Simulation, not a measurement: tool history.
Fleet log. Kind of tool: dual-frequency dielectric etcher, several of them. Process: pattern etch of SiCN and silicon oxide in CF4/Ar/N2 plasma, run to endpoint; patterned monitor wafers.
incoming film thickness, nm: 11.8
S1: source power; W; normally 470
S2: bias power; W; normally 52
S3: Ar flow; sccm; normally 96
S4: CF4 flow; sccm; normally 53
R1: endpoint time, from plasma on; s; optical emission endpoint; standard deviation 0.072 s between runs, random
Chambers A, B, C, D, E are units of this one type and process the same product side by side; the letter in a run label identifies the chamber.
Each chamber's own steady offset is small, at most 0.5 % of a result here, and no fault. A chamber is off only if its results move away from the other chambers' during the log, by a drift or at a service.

run	hour	S1	S2	S3	S4	R1
1E	6.8	470	52	96	53	15.188
# hour 14.9: chamber D: CF4 flow controller replaced
2B	16.5	470	52	96	53	15.238
3C	25.6	470	52	96	53	15.326
4D	34.1	470	52	96	53	15.325
5A	40.4	470	52	96	53	15.223
6B	46.3	470	52	96	53	15.243
7D	52.8	470	52	96	53	15.229
8A	62.5	470	52	96	53	15.248
# hour 65.5: chamber C: CF4 flow controller replaced
9E	70.4	470	52	96	53	15.275
10C	79.5	470	52	96	53	15.240
11B	89.7	470	52	107	53	15.640
12E	98.6	470	52	107	53	15.589
13D	106.1	470	52	107	53	15.556
# hour 115.0: chamber A: wet clean of the chamber
14C	116.0	470	52	107	53	15.533
15A	123.6	470	52	107	53	15.589
16B	132.3	370	63	96	53	17.625
# hour 134.7: chamber A: source power generator calibrated
17E	140.0	370	63	96	53	17.536
18A	144.6	370	63	96	53	16.896
19D	155.0	370	63	96	53	17.680
20C	160.5	370	63	96	53	17.662
21C	168.5	470	52	96	53	15.257
22E	176.0	470	52	96	53	15.267
23B	183.0	470	52	96	53	15.250
24A	190.0	470	52	96	53	14.602
25D	199.7	470	52	96	53	15.329
26E	208.6	470	52	96	53	15.207
27A	215.7	470	52	96	53	14.703
28C	220.7	470	52	96	53	15.198
29B	230.7	470	52	96	53	15.313
30D	240.4	470	52	96	53	15.337
31C	245.2	470	52	96	53	15.188
32A	253.7	470	52	96	53	14.678
33E	263.1	470	52	96	49	15.518
34B	270.2	470	52	96	49	15.596
# hour 272.5: chamber D: wet clean of the chamber
35D	278.4	470	52	96	49	15.463
36D	288.0	470	52	96	49	15.521

Next, every chamber runs the same settings. What will each give?
37A	295.5	470	52	96	46	?
37B	295.5	470	52	96	46	?
37C	295.5	470	52	96	46	?
37D	295.5	470	52	96	46	?
37E	295.5	470	52	96	46	?

run	R1
37A	15.138
37B	15.745
37C	15.656
37D	15.739
37E	15.565
